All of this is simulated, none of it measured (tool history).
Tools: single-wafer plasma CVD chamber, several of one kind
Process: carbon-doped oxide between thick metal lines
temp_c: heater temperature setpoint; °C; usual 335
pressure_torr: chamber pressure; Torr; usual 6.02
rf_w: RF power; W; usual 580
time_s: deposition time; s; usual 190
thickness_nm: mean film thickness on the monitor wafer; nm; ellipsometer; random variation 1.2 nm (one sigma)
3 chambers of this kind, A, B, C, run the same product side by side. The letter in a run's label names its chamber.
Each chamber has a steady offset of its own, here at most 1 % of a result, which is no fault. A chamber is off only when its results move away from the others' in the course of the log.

run   hour  temp_c  pressure_torr  rf_w  time_s  hours since the last thermocouple change  hours since the last RF generator calibration  hours since the last manometer calibration  read-back reference wafer on the same gauge, thickness_nm  thickness_nm
 1C    3.9     335           6.02   580     190                                       8.1                                          859.5                                       286.5                                                     1200.1        1125.6
 2A    8.7     335           6.02   580     190                                      95.8                                          383.6                                      1139.3                                                     1200.0        1109.2
 3B   15.8     335           6.02   580     190                                     936.2                                           94.7                                      1189.6                                                     1200.8        1111.2
 4A   22.7     335           6.02   580     190                                     109.8                                          397.6                                      1153.3                                                     1200.9        1111.6
 5C   25.9     335           7.33   580     209                                      30.1                                          881.5                                       308.5                                                     1200.7        1258.5
 6B   30.9     335           7.33   580     209                                     951.3                                          109.8                                      1204.7                                                     1201.0        1244.5
      34.3  -- chamber A: capacitance manometer re-zeroed and calibrated
 7B   35.2     335           7.33   580     209                                     955.6                                          114.1                                      1209.0                                                     1201.1        1245.1
 8A   38.7     335           6.02   580     190                                     125.8                                          413.6                                         4.4                                                     1201.0        1110.5
 9C   44.6     335           6.02   580     190                                      48.8                                          900.2                                       327.2                                                     1201.3        1123.4
10B   50.1     335           6.02   580     190                                     970.5                                          129.0                                      1223.9                                                     1201.4        1112.9
11C   57.0     335           6.02   580     190                                      61.2                                          912.6                                       339.6                                                     1201.6        1125.0
12A   61.9     335           6.02   580     190                                     149.0                                          436.8                                        27.6                                                     1201.8        1112.6
13C   68.9     335           6.02   580     190                                      73.1                                          924.5                                       351.5                                                     1202.0        1125.6
14A   72.5     335           6.02   580     190                                     159.6                                          447.4                                        38.2                                                     1202.0        1111.4
15B   79.1     335           6.02   580     190                                     999.5                                          158.0                                      1252.9                                                     1202.3        1112.8
16A   82.9     335           6.49   635     190                                     170.0                                          457.8                                        48.6                                                     1202.7        1185.3
17B   86.2     335           6.49   635     190                                    1006.6                                          165.1                                      1260.0                                                     1202.7        1185.0
18C   91.2     335           6.49   635     190                                      95.4                                          946.8                                       373.8                                                     1202.9        1199.2
19C   94.5     335           6.02   580     190                                      98.7                                          950.1                                       377.1                                                     1202.9        1126.6
20B   99.8     335           6.02   580     190                                    1020.2                                          178.7                                      1273.6                                                     1203.3        1112.5
21A  106.0     335           6.02   580     190                                     193.1                                          480.9                                        71.7                                                     1203.6        1112.3
22B  109.5     335           6.02   580     190                                    1029.9                                          188.4                                      1283.3                                                     1203.2        1112.5
23C  114.9     335           6.02   580     190                                     119.1                                          970.5                                       397.5                                                     1203.5        1127.2
24A  120.1     335           6.02   475     209                                     207.2                                          495.0                                        85.8                                                     1203.6        1077.4
25C  125.9     335           6.02   475     209                                     130.1                                          981.5                                       408.5                                                     1204.1        1096.2
26A  130.0     335           6.02   475     209                                     217.1                                          504.9                                        95.7                                                     1204.2        1080.0
27B  134.0     335           6.02   580     190                                    1054.4                                          212.9                                      1307.8                                                     1204.4        1113.3
28A  141.4     335           6.02   580     190                                     228.5                                          516.3                                       107.1                                                     1204.4        1113.6
29B  146.6     335           6.02   580     190                                    1067.0                                          225.5                                      1320.4                                                     1204.7        1116.2
30C  152.2     335           6.02   580     190                                     156.4                                         1007.8                                       434.8                                                     1205.0        1129.8
31B  158.5     335           6.02   580     190                                    1078.9                                          237.4                                      1332.3                                                     1204.8        1115.0
32C  165.2     335           6.02   580     190                                     169.4                                         1020.8                                       447.8                                                     1205.2        1127.3
33A  168.5     335           6.02   580     190                                     255.6                                          543.4                                       134.2                                                     1205.4        1114.2
34C  172.1     335           6.02   580     190                                     176.3                                         1027.7                                       454.7                                                     1205.0        1127.4

What goes on in this fleet: one chamber off, a drifting gauge, or nothing beyond the chambers' own small offsets? Name the chamber and the cause, if any.

The gauge drifts, so all chambers seem to drift together. No chamber is off.
Cause: gauge reads high (%) = 0.459.
